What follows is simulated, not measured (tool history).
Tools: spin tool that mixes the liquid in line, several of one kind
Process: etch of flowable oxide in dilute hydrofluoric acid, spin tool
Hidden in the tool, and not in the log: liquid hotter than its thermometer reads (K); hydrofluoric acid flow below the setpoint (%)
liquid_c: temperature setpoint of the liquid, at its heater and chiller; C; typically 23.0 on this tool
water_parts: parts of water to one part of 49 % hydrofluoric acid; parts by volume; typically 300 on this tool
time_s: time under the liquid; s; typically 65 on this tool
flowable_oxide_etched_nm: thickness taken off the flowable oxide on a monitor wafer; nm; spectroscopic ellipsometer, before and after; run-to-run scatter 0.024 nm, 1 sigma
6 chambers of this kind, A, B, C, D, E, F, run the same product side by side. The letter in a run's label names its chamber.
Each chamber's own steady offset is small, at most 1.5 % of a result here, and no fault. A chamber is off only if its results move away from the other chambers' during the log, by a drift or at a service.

| run | hour | liquid_c | water_parts | time_s | hours since the thermometer was replaced | hours since the hydrofluoric acid flow meter was replaced | read-back film thickness of the flowable oxide reference wafer, read on the same gauge (nm) | flowable_oxide_etched_nm |
|---|---|---|---|---|---|---|---|---|
| 1F | 6.0 | 23.0 | 300 | 65 | 418.5 | 58.0 | 30.017 | 6.2615 |
| 2D | 13.0 | 23.0 | 300 | 65 | 689.9 | 747.6 | 30.011 | 6.2534 |
| 3C | 20.1 | 23.0 | 300 | 65 | 990.5 | 1628.0 | 29.994 | 6.2839 |
| 4B | 30.2 | 23.0 | 300 | 65 | 1490.0 | 726.2 | 29.965 | 6.2038 |
| 5E | 39.3 | 23.0 | 300 | 65 | 1249.3 | 1186.0 | 30.010 | 6.2450 |
| 6A | 50.3 | 23.0 | 300 | 65 | 1026.1 | 508.2 | 30.003 | 6.2872 |
| 7C | 57.7 | 23.0 | 300 | 100 | 1028.1 | 1665.6 | 30.007 | 9.6528 |
| 8A | 66.7 | 23.0 | 300 | 100 | 1042.5 | 524.6 | 30.011 | 9.7661 |
| 9B | 75.6 | 23.0 | 300 | 100 | 1535.4 | 771.6 | 30.016 | 9.5301 |
| 10E | 85.0 | 23.0 | 300 | 100 | 1295.0 | 1231.7 | 29.980 | 9.6073 |
|  | 87.6 | chamber B: thermometer replaced |
| 11D | 91.7 | 23.0 | 300 | 100 | 768.6 | 826.3 | 29.997 | 9.6056 |
|  | 97.7 | chamber A: thermometer replaced |
| 12F | 100.8 | 23.0 | 300 | 100 | 513.3 | 152.8 | 30.018 | 9.6028 |
| 13D | 110.0 | 25.5 | 300 | 65 | 786.9 | 844.6 | 30.019 | 6.8048 |
| 14B | 120.3 | 25.5 | 300 | 65 | 32.7 | 816.3 | 30.008 | 6.7623 |
|  | 122.1 | chamber C: thermometer replaced |
| 15F | 127.6 | 25.5 | 300 | 65 | 540.1 | 179.6 | 29.972 | 6.7930 |
|  | 133.9 | chamber D: hydrofluoric acid flow meter replaced |
| 16C | 133.9 | 25.5 | 300 | 65 | 11.9 | 1741.8 | 30.026 | 6.8790 |
| 17E | 142.7 | 25.5 | 300 | 65 | 1352.7 | 1289.4 | 30.007 | 6.8573 |
| 18A | 148.1 | 25.5 | 300 | 65 | 50.4 | 606.0 | 29.992 | 6.9105 |
| 19E | 159.2 | 23.0 | 300 | 80 | 1369.2 | 1305.9 | 30.007 | 7.7500 |
| 20B | 169.2 | 23.0 | 300 | 80 | 81.6 | 865.2 | 30.020 | 7.6685 |
| 21D | 179.2 | 23.0 | 300 | 80 | 856.1 | 45.4 | 30.002 | 7.8240 |
| 22C | 184.9 | 23.0 | 300 | 80 | 62.9 | 1792.8 | 30.006 | 7.7152 |
|  | 188.4 | chamber C: hydrofluoric acid flow meter replaced |
| 23A | 195.3 | 23.0 | 300 | 80 | 97.6 | 653.2 | 29.967 | 7.7358 |
| 24F | 205.1 | 23.0 | 300 | 80 | 617.6 | 257.1 | 30.009 | 7.6359 |
| 25F | 213.2 | 23.0 | 300 | 65 | 625.7 | 265.2 | 30.020 | 6.2372 |
| 26B | 218.1 | 19.5 | 300 | 90 | 130.5 | 914.1 | 30.017 | 7.5964 |
| 27D | 227.3 | 19.5 | 300 | 90 | 904.2 | 93.5 | 30.031 | 7.8439 |
| 28E | 236.7 | 19.5 | 300 | 90 | 1446.7 | 1383.4 | 30.010 | 7.6390 |
| 29C | 247.1 | 19.5 | 300 | 90 | 125.1 | 58.8 | 29.996 | 7.7389 |
| 30A | 253.5 | 19.5 | 300 | 90 | 155.8 | 711.4 | 30.038 | 7.6730 |
| 31B | 260.9 | 19.5 | 300 | 90 | 173.3 | 956.9 | 30.000 | 7.6174 |
| 32F | 271.6 | 23.0 | 300 | 65 | 684.1 | 323.6 | 30.017 | 6.2667 |
| 33C | 279.4 | 28.0 | 300 | 100 | 157.4 | 91.1 | 30.001 | 11.5640 |
| 34E | 290.2 | 28.0 | 300 | 100 | 1500.2 | 1436.9 | 30.016 | 11.4170 |
| 35A | 298.8 | 28.0 | 300 | 100 | 201.1 | 756.7 | 29.979 | 11.4230 |
| 36D | 303.8 | 28.0 | 300 | 100 | 980.7 | 170.0 | 29.991 | 11.7890 |
| 37B | 311.8 | 28.0 | 300 | 100 | 224.2 | 1007.8 | 30.033 | 11.2690 |
| 38E | 318.0 | 28.0 | 300 | 100 | 1528.0 | 1464.7 | 30.007 | 11.3610 |
| 39C | 323.3 | 23.0 | 300 | 65 | 201.3 | 135.0 | 29.973 | 6.2802 |

Is one chamber out of step, is the gauge drifting, or do the chambers differ by no more than their own small offsets? For an off chamber, give its letter and the likeliest cause.

One chamber, D, drifts off from the rest bit by bit.
Cause: liquid hotter than its thermometer reads (K) = 1.25.

Chamber D could run next with any of the 4 candidate recipes listed below; each alters the usual settings, and their results appear as question marks. Which one brings its results back in line with what the other chambers deliver on the usual settings?
In line means no further than this from the other chambers' mean on the usual settings: flowable_oxide_etched_nm 0.0860 nm
| 40D-1 | 331.4 | 23.0 | 310 | 65 |  |  |  | ? |
| 40D-2 | 331.4 | 21.0 | 300 | 65 |  |  |  | ? |
| 40D-3 | 331.4 | 23.0 | 290 | 65 |  |  |  | ? |
| 40D-4 | 331.4 | 23.0 | 300 | 70 |  |  |  | ? |

Usual-settings mean across the other chambers: flowable_oxide_etched_nm 6.2620 nm
| run | flowable_oxide_etched_nm |
|---|---|
| 40D-1 | 6.2625 |
| 40D-2 | 6.0979 |
| 40D-3 | 6.8355 |
| 40D-4 | 7.0415 |
40D-1 is the one that brings the chamber's results back in line with the other chambers.

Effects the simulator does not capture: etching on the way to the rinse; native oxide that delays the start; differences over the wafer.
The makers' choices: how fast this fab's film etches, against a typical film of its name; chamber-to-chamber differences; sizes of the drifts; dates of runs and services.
